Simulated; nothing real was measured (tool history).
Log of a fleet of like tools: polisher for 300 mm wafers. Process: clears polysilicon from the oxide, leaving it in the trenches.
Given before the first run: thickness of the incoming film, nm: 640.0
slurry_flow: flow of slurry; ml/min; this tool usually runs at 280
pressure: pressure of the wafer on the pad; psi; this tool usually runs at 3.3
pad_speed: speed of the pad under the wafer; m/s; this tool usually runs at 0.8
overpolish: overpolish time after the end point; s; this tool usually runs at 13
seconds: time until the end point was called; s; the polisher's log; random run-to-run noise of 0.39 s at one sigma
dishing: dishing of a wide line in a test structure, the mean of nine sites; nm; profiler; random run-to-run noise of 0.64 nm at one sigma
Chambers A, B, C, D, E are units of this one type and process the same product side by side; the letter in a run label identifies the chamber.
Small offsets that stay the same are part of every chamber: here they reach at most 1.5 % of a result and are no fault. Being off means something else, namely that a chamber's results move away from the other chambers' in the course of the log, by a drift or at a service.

run	hour	slurry_flow	pressure	pad_speed	overpolish	wafers polished on this pad	hours since the slurry nozzle was cleaned	hours since the head pressure was calibrated	seconds	dishing
1E	7.4	280	3.3	0.8	13	1275	352	768.1	48.736	63.296
# hour 13.8: chamber E: worn pad replaced by a new one
2A	16.1	280	3.3	0.8	13	446	237.2	714.8	47.874	61.975
3B	23	280	3.3	0.8	13	524	800.8	195.1	48.46	63.233
# hour 23.5: chamber D: slurry nozzle cleaned
4C	32.1	280	3.3	0.8	13	626	191.6	91.6	47.774	62.794
# hour 35.6: chamber D: worn pad replaced by a new one
5D	37.1	345	4	0.8	13	9	13.6	487.4	39.239	62.924
6B	42.6	345	4	0.8	13	648	820.4	214.7	38.731	64.564
7E	51.8	345	4	0.8	13	240	396.4	812.5	39.19	64.868
8C	57	345	4	0.8	13	783	216.5	116.5	38.93	65.753
# hour 57.2: chamber B: worn pad replaced by a new one
9D	66.2	345	4	0.8	13	194	42.7	516.5	39.357	64.617
10A	72.8	280	3.3	0.8	13	805	293.9	771.5	48.822	61.734
# hour 76.9: chamber A: worn pad replaced by a new one
11B	81.5	280	3.3	0.8	13	153	859.3	253.6	47.532	63.187
12C	89.1	280	3.3	0.8	13	986	248.6	148.6	48.821	63.824
13A	98.2	280	3.3	0.8	13	135	319.3	796.9	47.941	62.242
# hour 101.3: chamber A: slurry nozzle cleaned
# hour 105.1: chamber B: slurry nozzle cleaned
14D	107.1	280	3.3	0.8	13	453	83.6	557.4	48.664	62.579
# hour 113.8: chamber C: slurry nozzle cleaned
15E	116.6	280	3.3	0.8	13	651	461.2	877.3	48.363	61.872
16C	121.7	280	3.3	0.8	13	1193	7.9	181.2	47.962	61.206
17E	129.4	280	3.3	0.8	13	732	474	890.1	47.894	61.442
18D	135.7	280	3.3	0.8	13	634	112.2	586	47.964	60.402
19B	144.6	280	3.3	0.8	13	553	39.5	316.7	48.7	63.234
# hour 145.2: chamber C: worn pad replaced by a new one
20A	153.3	280	3.3	0.8	13	484	52.1	852	48.126	62.502
# hour 159.1: chamber E: head pressure recalibrated
21C	160.4	280	3.3	0.8	13	96	46.6	219.9	47.333	62.789
# hour 162.5: chamber B: worn pad replaced by a new one
22B	166.7	280	3.3	0.8	13	27	61.6	338.8	47.5	62.914
23A	172	280	3.3	0.8	13	602	70.8	870.7	48.907	61.736
24D	181.7	280	3.3	0.8	13	925	158.2	632	48.113	61.54
# hour 181.9: chamber D: worn pad replaced by a new one
25E	189.1	280	3.3	0.8	13	1110	533.7	30.1	48.833	62.225
26B	195	280	3.3	0.8	13	206	89.9	367.1	49.29	61.714
27A	201.6	280	3.3	0.8	13	790	100.4	900.3	48.553	61.914
28E	208.9	280	3.3	0.8	13	1235	553.5	49.9	48.494	62.293
# hour 213.6: chamber A: worn pad replaced by a new one
# hour 214.4: chamber E: worn pad replaced by a new one
# hour 217.9: chamber E: slurry nozzle cleaned
29C	218.3	280	3.3	0.8	8	463	104.5	277.8	47.671	53.363
30D	225.7	280	3.3	0.8	8	277	202.2	676	48.265	52.382
31A	235.2	280	3.3	0.8	8	136	134	933.9	48.251	52.98
32E	242.2	280	3.3	0.8	8	176	24.3	83.2	48.213	52.222
33D	248.8	280	3.3	0.8	8	424	225.3	699.1	48.363	51.824
# hour 251.8: chamber B: worn pad replaced by a new one
34C	253.9	280	3.3	0.8	13	688	140.1	313.4	47.436	61.854
35B	260.2	280	3.3	0.8	13	53	155.1	432.3	48.886	62.185
36C	266.1	280	3.3	0.8	13	765	152.3	325.6	48.483	63.677
37A	275.6	280	3.3	0.8	13	392	174.4	974.3	48.436	62.55

Next, every chamber runs the same settings. What will each give?
38A	283.7	280	3.3	0.8	13				?	?
38B	283.7	280	3.3	0.8	13				?	?
38C	283.7	280	3.3	0.8	13				?	?
38D	283.7	280	3.3	0.8	13				?	?
38E	283.7	280	3.3	0.8	13				?	?

run	seconds	dishing
38A	48.373	61.792
38B	49.096	62.104
38C	47.648	61.683
38D	48.31	61.797
38E	48.698	62.731
